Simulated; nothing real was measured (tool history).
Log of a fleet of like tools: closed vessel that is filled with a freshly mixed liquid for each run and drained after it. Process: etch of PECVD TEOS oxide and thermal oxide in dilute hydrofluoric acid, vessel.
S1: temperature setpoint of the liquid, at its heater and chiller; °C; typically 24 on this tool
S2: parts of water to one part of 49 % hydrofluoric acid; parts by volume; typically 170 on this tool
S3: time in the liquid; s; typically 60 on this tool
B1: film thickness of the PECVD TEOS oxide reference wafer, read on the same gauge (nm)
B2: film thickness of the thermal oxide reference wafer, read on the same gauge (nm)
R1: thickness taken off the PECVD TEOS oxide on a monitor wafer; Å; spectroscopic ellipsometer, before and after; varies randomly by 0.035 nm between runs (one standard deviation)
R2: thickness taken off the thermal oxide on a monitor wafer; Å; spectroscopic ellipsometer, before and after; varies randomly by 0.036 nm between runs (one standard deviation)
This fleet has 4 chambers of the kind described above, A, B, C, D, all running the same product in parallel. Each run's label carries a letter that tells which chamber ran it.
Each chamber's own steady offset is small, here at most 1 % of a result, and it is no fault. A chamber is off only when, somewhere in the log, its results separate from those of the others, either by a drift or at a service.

Run 1A, hour 3.5: usual settings; B1 99.978; B2 90.018. Result: R1 78.71 Å, R2 15.475 Å.
Run 2B, hour 10.7: usual settings; B1 99.966; B2 90.004. Result: R1 78.813 Å, R2 15.533 Å.
Run 3D, hour 14.1: usual settings; B1 100.01; B2 89.978. Result: R1 78.152 Å, R2 15.328 Å.
Run 4C, hour 18.9: usual settings; B1 99.994; B2 90.008. Result: R1 78.233 Å, R2 15.807 Å.
Run 5C, hour 24.3: usual settings; B1 100; B2 90.012. Result: R1 77.68 Å, R2 15.638 Å.
Run 6B, hour 31.5: usual settings; B1 100.01; B2 90.023. Result: R1 78.774 Å, R2 15.614 Å.
Run 7D, hour 38.4: usual settings but S1 28 °C; B1 99.998; B2 90.023. Result: R1 91.583 Å, R2 17.422 Å.
At hour 42.5: chamber B: hydrofluoric acid flow meter replaced.
Run 8A, hour 44.6: usual settings but S1 28 °C; B1 100; B2 90.034. Result: R1 90.399 Å, R2 18.899 Å.
Run 9B, hour 48.5: usual settings but S1 28 °C; B1 99.995; B2 89.994. Result: R1 91.45 Å, R2 18.061 Å.
Run 10A, hour 52.5: usual settings but S1 28 °C; B1 99.991; B2 89.972. Result: R1 90.742 Å, R2 17.698 Å.
Run 11C, hour 58.8: usual settings; B1 100.02; B2 90.024. Result: R1 78.248 Å, R2 15.599 Å.
Run 12D, hour 64.4: usual settings; B1 100; B2 90.006. Result: R1 78.534 Å, R2 16.098 Å.
Run 13B, hour 71.8: usual settings; B1 100.01; B2 89.979. Result: R1 79.01 Å, R2 15.589 Å.
Run 14C, hour 79.4: usual settings but S2 240 parts by volume; B1 100.02; B2 89.985. Result: R1 51.32 Å, R2 9.9829 Å.
Run 15A, hour 87: usual settings but S2 240 parts by volume; B1 100.02; B2 90.023. Result: R1 51.081 Å, R2 9.8132 Å.
Run 16D, hour 94.2: usual settings but S2 240 parts by volume; B1 99.996; B2 90.01. Result: R1 51.307 Å, R2 10.198 Å.
Run 17C, hour 99.8: usual settings but S2 240 parts by volume; B1 100; B2 90.031. Result: R1 51.198 Å, R2 9.8546 Å.
Run 18B, hour 104: usual settings; B1 99.987; B2 90.029. Result: R1 78.989 Å, R2 15.582 Å.
Run 19A, hour 110.3: usual settings; B1 99.999; B2 89.993. Result: R1 78.419 Å, R2 15.377 Å.
Run 20D, hour 117.1: usual settings but S3 40 s; B1 99.989; B2 90.012. Result: R1 52.527 Å, R2 10.216 Å.
Run 21A, hour 123.8: usual settings but S3 40 s; B1 99.997; B2 90.004. Result: R1 51.695 Å, R2 10.268 Å.
Run 22C, hour 127.1: usual settings but S3 40 s; B1 100.01; B2 89.972. Result: R1 51.577 Å, R2 10.181 Å.
Run 23B, hour 134.2: usual settings but S3 40 s; B1 100.01; B2 90.007. Result: R1 52.422 Å, R2 10.504 Å.
Run 24D, hour 139.4: usual settings; B1 100.01; B2 89.975. Result: R1 78.464 Å, R2 15.956 Å.

Does one chamber stand apart from the rest, does the shared gauge drift, or is all well apart from small per-chamber offsets? Give the chamber and the most likely cause, where there is one.

Beyond each chamber's small constant offset nothing stands out, and the gauge stays steady.
